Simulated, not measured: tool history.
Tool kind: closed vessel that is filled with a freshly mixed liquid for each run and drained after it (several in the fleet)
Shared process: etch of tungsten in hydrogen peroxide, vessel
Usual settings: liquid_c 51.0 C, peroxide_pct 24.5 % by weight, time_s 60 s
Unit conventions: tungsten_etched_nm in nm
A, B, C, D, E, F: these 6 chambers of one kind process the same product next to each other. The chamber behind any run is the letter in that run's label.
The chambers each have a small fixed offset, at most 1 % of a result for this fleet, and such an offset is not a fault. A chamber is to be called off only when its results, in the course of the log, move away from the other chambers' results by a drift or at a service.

run	hour	liquid_c	peroxide_pct	time_s	read-back film thickness of the tungsten reference wafer, read on the same gauge (nm)	tungsten_etched_nm
# hour 1.9: chamber F: new drum of peroxide connected
1A	9.5	51.0	24.5	60	149.99	59.716
2F	22.1	51.0	24.5	60	149.98	59.693
3D	28.9	51.0	24.5	60	149.99	59.416
4B	38.5	51.0	24.5	60	149.99	59.199
5C	45.2	51.0	24.5	60	149.95	60.220
6E	53.1	54.5	30.0	60	149.98	81.729
7A	64.5	54.5	30.0	60	149.98	81.457
8D	72.1	54.5	30.0	60	149.98	81.306
# hour 76.7: chamber B: peroxide flow meter replaced
9B	84.1	54.5	30.0	60	150.01	81.194
10F	90.2	54.5	30.0	60	150.00	81.653
11C	103.9	54.5	30.0	60	149.99	82.228
12E	112.1	51.0	24.5	60	150.00	59.596
13E	123.9	51.0	24.5	60	149.99	59.587
14C	131.6	51.0	24.5	60	150.01	59.830
# hour 132.6: chamber E: new drum of peroxide connected
15A	141.8	51.0	24.5	60	150.03	59.055
16D	151.9	51.0	24.5	60	150.01	59.656
17B	159.0	51.0	24.5	60	150.00	59.320
18F	167.6	51.0	24.5	60	150.01	59.245
19B	176.2	51.0	24.5	60	149.99	59.090
20D	185.2	43.5	24.5	60	149.98	37.477
21A	194.8	43.5	24.5	60	150.02	36.773
22C	202.3	43.5	24.5	60	150.00	37.327
23F	208.6	43.5	24.5	60	150.02	37.377
24E	216.9	43.5	24.5	60	150.01	37.164
25F	223.6	43.5	24.5	60	150.03	37.171
26C	230.4	51.0	28.5	50	149.98	53.844
# hour 230.9: chamber D: peroxide flow meter replaced
27B	239.3	51.0	28.5	50	150.02	53.449
28E	246.7	51.0	28.5	50	150.01	53.680
29A	259.2	51.0	28.5	50	149.99	52.651
30D	265.8	51.0	28.5	50	150.00	53.312
31F	277.6	51.0	28.5	50	150.01	53.379
# hour 286.6: chamber E: thermometer replaced
32D	287.9	51.0	24.5	60	150.03	59.577
33E	296.2	55.5	24.5	60	150.00	78.498
34C	303.9	55.5	24.5	60	149.98	78.013
# hour 308.9: chamber F: peroxide flow meter replaced
35A	313.1	55.5	24.5	60	149.98	76.043
36B	324.0	55.5	24.5	60	150.01	78.049
37F	331.2	55.5	24.5	60	149.99	77.708
38A	341.7	55.5	24.5	60	150.00	76.561
39C	355.4	51.0	24.5	60	149.99	60.138
40D	366.4	51.0	24.5	60	150.04	59.434
41E	373.6	51.0	24.5	60	149.96	59.632
42B	385.7	51.0	24.5	60	149.99	59.240
43E	396.9	51.0	24.5	60	150.02	59.561
44B	408.5	51.0	24.5	60	149.99	59.040

Does one chamber stand apart from the rest, does the shared gauge drift, or is all well apart from small per-chamber offsets? Give the chamber and the most likely cause, where there is one.

It is chamber A that slowly wanders off from its peers.
What lies behind it: peroxide weaker than its label (%) = 6.29.
From this log alone, it may not be told apart from: liquid colder than its thermometer reads (K); peroxide flow below the setpoint (%).

Here are 4 candidates for chamber A's next run, each the usual settings with a change, their results left as question marks. Which one brings its results back in line with what the others give on the usual settings?
In-line tolerance around the mean of the other chambers on the usual settings: tungsten_etched_nm 0.720 nm
45A-1	418.5	50.5	24.5	60		?
45A-2	418.5	51.5	24.5	60		?
45A-3	418.5	51.0	22.0	60		?
45A-4	418.5	51.0	27.5	60		?

Average result of the remaining chambers running the usual settings: tungsten_etched_nm 59.569 nm
run	tungsten_etched_nm
45A-1	55.898
45A-2	59.398
45A-3	54.558
45A-4	61.099
45A-2 puts the chamber back in line with the other chambers.

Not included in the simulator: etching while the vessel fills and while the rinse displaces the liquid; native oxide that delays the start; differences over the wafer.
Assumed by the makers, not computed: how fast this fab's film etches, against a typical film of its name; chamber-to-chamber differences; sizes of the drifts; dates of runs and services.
